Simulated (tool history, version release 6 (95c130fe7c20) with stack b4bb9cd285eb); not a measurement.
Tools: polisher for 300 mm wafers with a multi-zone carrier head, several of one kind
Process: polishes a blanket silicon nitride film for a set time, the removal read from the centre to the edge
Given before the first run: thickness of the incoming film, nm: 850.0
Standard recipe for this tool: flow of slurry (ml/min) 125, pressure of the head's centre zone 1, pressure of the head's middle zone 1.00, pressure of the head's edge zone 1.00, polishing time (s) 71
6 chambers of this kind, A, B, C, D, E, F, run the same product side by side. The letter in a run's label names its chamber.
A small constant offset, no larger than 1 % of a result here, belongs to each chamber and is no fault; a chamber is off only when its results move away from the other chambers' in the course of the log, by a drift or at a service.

run,hour,flow of slurry (ml/min),pressure of the head's centre zone,pressure of the head's middle zone,pressure of the head's edge zone,polishing time (s),film removed at the wafer's centre (Å),film removed at mid-radius (Å),film removed at the wafer's edge (Å)
1D,11.4,125,1,1.00,1.00,71,669.81,678.24,671.92
# hour 13.0: chamber F: worn pad replaced by a new one
# hour 15.8: chamber A: worn pad replaced by a new one
# hour 16.1: chamber B: worn pad replaced by a new one
# hour 24.4: chamber D: worn pad replaced by a new one
2E,24.5,125,1,1.00,1.00,71,665.48,680.96,659.17
# hour 37.4: chamber E: slurry nozzle cleaned
3B,38.7,125,1,1.00,1.00,71,676.97,676.07,678.79
4A,52.0,125,1,1.00,1.00,71,668.44,674.78,677.59
# hour 56.1: chamber C: worn pad replaced by a new one
5F,63.3,125,1,1.00,1.00,71,671.00,671.86,689.50
6C,75.8,125,1,1.00,1.00,71,667.49,668.37,649.90
# hour 80.9: chamber F: worn pad replaced by a new one
# hour 86.4: chamber F: slurry nozzle cleaned
7F,86.4,125,1,1.00,1.00,71,676.37,674.75,682.17
8D,96.3,125,1,1.00,1.00,71,664.88,667.93,675.13
# hour 96.6: chamber E: worn pad replaced by a new one
9B,107.5,125,1,1.00,1.00,71,666.61,683.18,667.48
# hour 109.3: chamber D: worn pad replaced by a new one
# hour 111.5: chamber D: edge zone pressure recalibrated
# hour 111.7: chamber B: worn pad replaced by a new one
10E,115.0,125,1,1.00,1.00,71,669.33,672.82,662.77
# hour 117.6: chamber A: worn pad replaced by a new one
11C,123.7,125,1,1.00,1.00,71,672.91,674.95,674.51
12A,136.1,125,1,1.00,1.00,71,664.09,675.45,669.35
# hour 143.2: chamber A: slurry nozzle cleaned
13F,144.8,125,1,1.00,1.00,71,664.59,667.24,684.14
# hour 151.7: chamber F: worn pad replaced by a new one
14E,157.3,125,1,1.00,1.00,71,676.65,690.54,670.77
# hour 158.8: chamber C: worn pad replaced by a new one
15A,170.0,125,1,1.00,1.00,71,671.15,673.74,677.63
16D,179.1,125,1,1.00,1.00,71,663.19,672.32,663.01
17C,188.5,125,1,0.95,1.00,80,755.56,721.38,764.90
# hour 188.8: chamber E: worn pad replaced by a new one
# hour 189.4: chamber D: worn pad replaced by a new one
# hour 197.0: chamber E: edge zone pressure recalibrated
18B,201.3,125,1,0.95,1.00,80,761.08,723.90,762.81
19C,208.3,125,1,0.95,1.00,80,757.92,713.42,770.01
# hour 210.6: chamber B: worn pad replaced by a new one
# hour 214.5: chamber B: edge zone pressure recalibrated
20D,214.6,125,1,0.95,1.00,80,754.17,724.73,762.07
21E,221.9,125,1,0.95,1.00,80,751.92,726.74,756.43
# hour 223.0: chamber C: centre zone pressure recalibrated
# hour 231.7: chamber A: worn pad replaced by a new one
22A,233.1,125,1,0.95,1.00,80,750.02,721.77,765.24
# hour 235.5: chamber E: centre zone pressure recalibrated
23F,240.9,125,1,1.00,1.00,71,670.71,672.94,681.35
# hour 242.0: chamber F: worn pad replaced by a new one
24B,254.4,125,1,1.00,0.94,71,664.38,674.57,655.44
# hour 256.8: chamber C: worn pad replaced by a new one
25F,264.3,125,1,1.00,0.94,71,677.03,677.85,661.32
# hour 264.4: chamber B: slurry nozzle cleaned
26B,271.3,125,1,1.00,0.94,71,665.43,668.02,663.50
# hour 275.2: chamber D: worn pad replaced by a new one
27C,281.6,125,1,1.00,0.94,71,672.03,666.04,651.97
# hour 282.1: chamber C: edge zone pressure recalibrated
# hour 285.7: chamber E: worn pad replaced by a new one
28A,288.0,125,1,1.00,0.94,71,667.70,676.73,640.67
# hour 295.2: chamber B: worn pad replaced by a new one
29E,296.0,125,1,1.00,0.94,71,639.86,674.14,647.34
# hour 297.0: chamber A: edge zone pressure recalibrated
# hour 299.2: chamber A: centre zone pressure recalibrated
30D,306.7,125,1,1.00,1.00,71,665.32,672.35,668.63
31F,314.5,125,1,1.00,1.00,71,664.58,661.40,662.95
# hour 319.3: chamber B: centre zone pressure recalibrated
32D,325.0,125,1,1.00,1.00,71,661.34,673.78,663.35
# hour 331.9: chamber A: worn pad replaced by a new one
33C,334.8,125,1,1.00,1.00,71,676.86,673.35,681.61
34B,345.1,125,1,1.00,1.00,55,520.31,531.05,512.89
35A,352.8,125,1,1.00,1.00,55,515.71,521.19,518.29
# hour 364.8: chamber C: worn pad replaced by a new one
# hour 366.2: chamber D: worn pad replaced by a new one
36E,367.0,125,1,1.00,1.00,55,491.92,524.88,515.66
37D,376.2,125,1,1.00,1.00,55,519.80,523.48,524.60
# hour 378.4: chamber C: slurry nozzle cleaned
# hour 384.4: chamber E: worn pad replaced by a new one
38E,390.2,125,1,1.00,1.00,55,491.68,523.27,526.59
39C,397.5,125,1,1.00,1.00,55,523.27,516.41,513.35

Has any chamber moved away from the others, gradually or after a service, or does the common gauge drift, or do the chambers differ only by their own small steady offsets? State the chamber and the most likely cause if one applies.

Chamber E came out of a service off from its peers and stayed that way.
Cause: centre zone's pressure below its setpoint, % = 4.69.

Chamber E could run next with any of the 4 candidate recipes listed below; each alters the usual settings, and their results appear as question marks. Which one brings its results back in line with what the other chambers deliver on the usual settings?
In line here means within this much of the mean the other chambers give on the usual settings: film removed at the wafer's centre (Å) 16.00; film removed at mid-radius (Å) 21.00; film removed at the wafer's edge (Å) 28.00
40E-1,407.8,125,1.01,1.00,1.00,71,?,?,?
40E-2,407.8,130,1.04,0.99,0.99,71,?,?,?
40E-3,407.8,125,0.99,1.00,1.00,71,?,?,?
40E-4,407.8,120,0.96,1.01,1.01,71,?,?,?

Usual-settings mean across the other chambers: film removed at the wafer's centre (Å) 669.53; film removed at mid-radius (Å) 672.53; film removed at the wafer's edge (Å) 670.54
run,film removed at the wafer's centre (Å),film removed at mid-radius (Å),film removed at the wafer's edge (Å)
40E-1,641.57,670.78,675.08
40E-2,669.38,670.48,675.87
40E-3,627.46,670.86,675.08
40E-4,599.77,670.63,673.95
It is 40E-2 that realigns the chamber with its peers.
